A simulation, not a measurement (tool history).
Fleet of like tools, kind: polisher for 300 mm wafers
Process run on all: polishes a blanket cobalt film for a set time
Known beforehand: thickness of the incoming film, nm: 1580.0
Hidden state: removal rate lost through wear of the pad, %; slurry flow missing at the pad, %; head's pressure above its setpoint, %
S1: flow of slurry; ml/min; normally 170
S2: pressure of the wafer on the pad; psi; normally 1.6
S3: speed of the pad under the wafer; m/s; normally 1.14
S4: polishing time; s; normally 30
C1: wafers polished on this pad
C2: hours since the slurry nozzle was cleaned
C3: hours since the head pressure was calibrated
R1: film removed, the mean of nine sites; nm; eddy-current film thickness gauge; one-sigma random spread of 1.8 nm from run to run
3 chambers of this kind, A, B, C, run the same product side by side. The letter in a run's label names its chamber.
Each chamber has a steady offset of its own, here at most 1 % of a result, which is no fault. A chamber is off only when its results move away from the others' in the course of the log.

run 1C hour=5.5 | S1=170 S2=1.6 S3=1.14 S4=30 | C1=665 C2=182.9 C3=740.2 | R1=152.33
run 2A hour=11.2 | S1=170 S2=1.6 S3=1.14 S4=30 | C1=114 C2=271.9 C3=148.8 | R1=152.25
run 3B hour=19.0 | S1=170 S2=1.6 S3=1.14 S4=30 | C1=353 C2=186.9 C3=597.1 | R1=151.42
-- hour=20.6 chamber C: worn pad replaced by a new one
run 4B hour=29.3 | S1=170 S2=1.6 S3=1.14 S4=30 | C1=444 C2=197.2 C3=607.4 | R1=149.54
run 5C hour=36.0 | S1=170 S2=1.6 S3=1.14 S4=30 | C1=136 C2=213.4 C3=770.7 | R1=149.58
run 6A hour=42.5 | S1=170 S2=1.6 S3=1.14 S4=30 | C1=391 C2=303.2 C3=180.1 | R1=151.79
run 7C hour=49.2 | S1=170 S2=1.6 S3=1.14 S4=30 | C1=253 C2=226.6 C3=783.9 | R1=150.98
run 8A hour=60.3 | S1=210 S2=1.3 S3=1.14 S4=30 | C1=548 C2=321.0 C3=197.9 | R1=127.39
run 9B hour=68.1 | S1=210 S2=1.3 S3=1.14 S4=30 | C1=787 C2=236.0 C3=646.2 | R1=123.26
run 10C hour=78.7 | S1=210 S2=1.3 S3=1.14 S4=30 | C1=514 C2=256.1 C3=813.4 | R1=124.37
run 11B hour=84.5 | S1=170 S2=1.6 S3=1.14 S4=30 | C1=932 C2=252.4 C3=662.6 | R1=149.79
run 12A hour=92.7 | S1=170 S2=1.6 S3=1.14 S4=30 | C1=835 C2=353.4 C3=230.3 | R1=148.91
-- hour=96.2 chamber B: slurry nozzle cleaned
run 13B hour=103.4 | S1=170 S2=1.6 S3=1.14 S4=30 | C1=1099 C2=7.3 C3=681.5 | R1=147.17
run 14A hour=111.1 | S1=170 S2=1.6 S3=1.14 S4=30 | C1=997 C2=371.8 C3=248.7 | R1=149.86
-- hour=119.0 chamber C: worn pad replaced by a new one
run 15C hour=121.6 | S1=170 S2=1.6 S3=1.14 S4=30 | C1=23 C2=299.0 C3=856.3 | R1=153.81
run 16A hour=128.3 | S1=170 S2=1.6 S3=1.14 S4=30 | C1=1150 C2=389.0 C3=265.9 | R1=148.05
run 17C hour=134.9 | S1=170 S2=1.6 S3=1.14 S4=30 | C1=141 C2=312.3 C3=869.6 | R1=152.97
run 18B hour=142.3 | S1=170 S2=1.6 S3=1.14 S4=30 | C1=1443 C2=46.2 C3=720.4 | R1=138.65
run 19B hour=153.4 | S1=170 S2=1.6 S3=1.14 S4=30 | C1=1541 C2=57.3 C3=731.5 | R1=140.10
-- hour=154.6 chamber A: worn pad replaced by a new one
run 20A hour=160.8 | S1=170 S2=1.6 S3=1.14 S4=30 | C1=55 C2=421.5 C3=298.4 | R1=150.69

All 3 chambers run these settings next. Forecast each chamber's results:
run 21A hour=169.8 | S1=170 S2=1.6 S3=1.14 S4=30 | R1=?
run 21B hour=169.8 | S1=170 S2=1.6 S3=1.14 S4=30 | R1=?
run 21C hour=169.8 | S1=170 S2=1.6 S3=1.14 S4=30 | R1=?

run=21A R1=150.95
run=21B R1=141.87
run=21C R1=150.70

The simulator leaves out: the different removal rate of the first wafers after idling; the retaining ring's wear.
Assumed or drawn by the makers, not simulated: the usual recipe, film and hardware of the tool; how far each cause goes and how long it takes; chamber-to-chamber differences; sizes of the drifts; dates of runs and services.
